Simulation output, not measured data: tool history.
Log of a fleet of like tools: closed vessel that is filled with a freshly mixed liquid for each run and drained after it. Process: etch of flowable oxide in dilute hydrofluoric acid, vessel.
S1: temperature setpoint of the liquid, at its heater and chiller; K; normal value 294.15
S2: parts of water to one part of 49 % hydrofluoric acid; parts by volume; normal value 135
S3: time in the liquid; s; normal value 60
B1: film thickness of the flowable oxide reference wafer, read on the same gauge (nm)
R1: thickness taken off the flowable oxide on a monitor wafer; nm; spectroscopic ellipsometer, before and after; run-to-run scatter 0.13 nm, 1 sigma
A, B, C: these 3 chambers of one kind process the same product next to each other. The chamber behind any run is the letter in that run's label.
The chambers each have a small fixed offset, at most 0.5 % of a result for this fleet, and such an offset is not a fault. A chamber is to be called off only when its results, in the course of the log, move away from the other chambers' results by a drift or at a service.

{"run": "1A", "hour": 9.1, "S1": 294.15, "S2": 135, "S3": 60, "B1": 79.99, "R1": 16.617}
{"run": "2B", "hour": 14.6, "S1": 294.15, "S2": 135, "S3": 60, "B1": 80.007, "R1": 16.641}
{"run": "3C", "hour": 20.8, "S1": 294.15, "S2": 135, "S3": 60, "B1": 79.996, "R1": 16.576}
{"run": "4C", "hour": 27.1, "S1": 294.15, "S2": 135, "S3": 60, "B1": 80.003, "R1": 16.706}
{"run": "5B", "hour": 34.8, "S1": 290.65, "S2": 75, "S3": 60, "B1": 79.997, "R1": 27.894}
{"run": "6A", "hour": 40.3, "S1": 290.65, "S2": 75, "S3": 60, "B1": 80.014, "R1": 27.816}
{"run": "7C", "hour": 47.4, "S1": 290.65, "S2": 75, "S3": 60, "B1": 79.995, "R1": 27.398}
{"run": "8A", "hour": 52.8, "S1": 296.65, "S2": 135, "S3": 60, "B1": 80.013, "R1": 18.789}
{"run": "9B", "hour": 58.8, "S1": 296.65, "S2": 135, "S3": 60, "B1": 79.999, "R1": 18.266}
{"run": "10B", "hour": 67.6, "S1": 296.65, "S2": 135, "S3": 60, "B1": 80.007, "R1": 18.278}
{"run": "11C", "hour": 74.5, "S1": 294.15, "S2": 135, "S3": 60, "B1": 80.006, "R1": 16.777}
{"run": "12A", "hour": 83.3, "S1": 294.15, "S2": 135, "S3": 60, "B1": 79.996, "R1": 16.562}
{"run": "13C", "hour": 91.2, "S1": 294.15, "S2": 135, "S3": 60, "B1": 79.994, "R1": 16.563}
{"run": "14B", "hour": 100.1, "S1": 294.15, "S2": 135, "S3": 60, "B1": 79.995, "R1": 15.989}
{"run": "15A", "hour": 108.4, "S1": 294.15, "S2": 135, "S3": 60, "B1": 80.006, "R1": 16.705}
{"run": "16C", "hour": 117.7, "S1": 294.15, "S2": 135, "S3": 60, "B1": 80.01, "R1": 16.653}
{"hour": 121.0, "done": "chamber B: hydrofluoric acid flow meter replaced"}
{"run": "17A", "hour": 126.4, "S1": 294.15, "S2": 135, "S3": 60, "B1": 79.999, "R1": 16.662}
{"run": "18B", "hour": 135.1, "S1": 294.15, "S2": 135, "S3": 60, "B1": 80.008, "R1": 15.281}
{"run": "19C", "hour": 144.4, "S1": 294.15, "S2": 135, "S3": 60, "B1": 80, "R1": 16.656}
{"run": "20A", "hour": 154.6, "S1": 294.15, "S2": 135, "S3": 60, "B1": 80.012, "R1": 16.744}

Next, all 3 chambers run the settings below, one line each with question marks for the results. What does each chamber give?
{"run": "21A", "hour": 161.9, "S1": 294.15, "S2": 135, "S3": 60, "R1": "?"}
{"run": "21B", "hour": 161.9, "S1": 294.15, "S2": 135, "S3": 60, "R1": "?"}
{"run": "21C", "hour": 161.9, "S1": 294.15, "S2": 135, "S3": 60, "R1": "?"}

run=21A R1=17.013
run=21B R1=15.248
run=21C R1=16.544
